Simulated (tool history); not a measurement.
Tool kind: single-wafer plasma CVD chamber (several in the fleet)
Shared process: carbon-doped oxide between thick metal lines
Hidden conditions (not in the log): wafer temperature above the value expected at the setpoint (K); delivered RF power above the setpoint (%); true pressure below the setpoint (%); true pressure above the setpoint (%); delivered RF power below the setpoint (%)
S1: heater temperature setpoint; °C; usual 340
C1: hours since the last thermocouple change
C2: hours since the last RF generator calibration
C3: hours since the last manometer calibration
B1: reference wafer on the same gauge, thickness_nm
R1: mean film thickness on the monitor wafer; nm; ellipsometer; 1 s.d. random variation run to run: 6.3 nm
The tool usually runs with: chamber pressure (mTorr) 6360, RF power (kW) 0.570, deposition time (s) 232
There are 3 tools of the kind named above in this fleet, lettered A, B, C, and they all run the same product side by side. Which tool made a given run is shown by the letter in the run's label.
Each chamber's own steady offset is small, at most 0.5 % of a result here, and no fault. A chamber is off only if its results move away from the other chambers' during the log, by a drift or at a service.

Run 1B, day 0.279: usual settings; C1 683.2; C2 267.9; C3 1068.9; B1 1578.2. Result: R1 1340.2 nm.
Run 2A, day 0.708: usual settings; C1 1471.6; C2 1116.0; C3 840.8; B1 1581.2. Result: R1 1344.4 nm.
Run 3C, day 1.133: usual settings; C1 1841.4; C2 815.4; C3 1256.6; B1 1579.1. Result: R1 1337.2 nm.
Run 4C, day 1.646: usual settings; C1 1853.7; C2 827.7; C3 1268.9; B1 1579.7. Result: R1 1345.5 nm.
Run 5A, day 2.071: usual settings; C1 1504.3; C2 1148.7; C3 873.5; B1 1579.8. Result: R1 1340.2 nm.
At day 2.100: chamber C: thermocouple changed; heater temperature recalibrated.
Run 6B, day 2.496: usual settings; C1 736.4; C2 321.1; C3 1122.1; B1 1581.1. Result: R1 1346.5 nm.
Run 7C, day 2.783: usual settings; C1 16.4; C2 855.0; C3 1296.2; B1 1579.6. Result: R1 1343.1 nm.
Run 8B, day 3.167: usual settings; C1 752.5; C2 337.2; C3 1138.2; B1 1579.5. Result: R1 1345.7 nm.
Run 9A, day 3.679: usual settings; C1 1542.9; C2 1187.3; C3 912.1; B1 1581.8. Result: R1 1337.4 nm.
Run 10C, day 4.233: usual settings; C1 51.2; C2 889.8; C3 1331.0; B1 1579.6. Result: R1 1342.2 nm.
Run 11A, day 4.492: usual settings; C1 1562.4; C2 1206.8; C3 931.6; B1 1578.8. Result: R1 1329.3 nm.
Run 12B, day 5.092: usual settings; C1 798.7; C2 383.4; C3 1184.4; B1 1581.3. Result: R1 1342.6 nm.
Run 13C, day 5.575: usual settings; C1 83.4; C2 922.0; C3 1363.2; B1 1577.4. Result: R1 1346.1 nm.
Run 14A, day 6.146: usual settings but RF power (kW) 0.675; C1 1602.1; C2 1246.5; C3 971.3; B1 1580.1. Result: R1 1486.0 nm.
Run 15B, day 6.504: usual settings but RF power (kW) 0.675; C1 832.6; C2 417.3; C3 1218.3; B1 1579.9. Result: R1 1473.8 nm.
Run 16A, day 6.858: usual settings but RF power (kW) 0.675; C1 1619.2; C2 1263.6; C3 988.4; B1 1579.9. Result: R1 1483.2 nm.
Run 17C, day 7.308: usual settings; C1 125.0; C2 963.6; C3 1404.8; B1 1582.1. Result: R1 1343.3 nm.
Run 18B, day 7.675: usual settings; C1 860.7; C2 445.4; C3 1246.4; B1 1577.6. Result: R1 1340.4 nm.
Run 19C, day 8.271: usual settings; C1 148.1; C2 986.7; C3 1427.9; B1 1580.1. Result: R1 1333.0 nm.
Run 20A, day 8.796: usual settings; C1 1665.7; C2 1310.1; C3 1034.9; B1 1578.6. Result: R1 1346.6 nm.
Run 21B, day 9.379: usual settings but S1 328 °C, deposition time (s) 266; C1 901.6; C2 486.3; C3 1287.3; B1 1580.2. Result: R1 1604.6 nm.
Run 22A, day 9.696: usual settings but S1 328 °C, deposition time (s) 266; C1 1687.3; C2 1331.7; C3 1056.5; B1 1580.1. Result: R1 1592.1 nm.
Run 23B, day 10.217: usual settings but S1 328 °C, deposition time (s) 266; C1 921.7; C2 506.4; C3 1307.4; B1 1580.1. Result: R1 1585.3 nm.

Is one chamber off against the others, does the gauge drift, or is nothing wrong? If a chamber is off, say which, and what the likeliest cause is.

Nothing is wrong: each chamber keeps only its own small, steady offset and the gauge holds still.

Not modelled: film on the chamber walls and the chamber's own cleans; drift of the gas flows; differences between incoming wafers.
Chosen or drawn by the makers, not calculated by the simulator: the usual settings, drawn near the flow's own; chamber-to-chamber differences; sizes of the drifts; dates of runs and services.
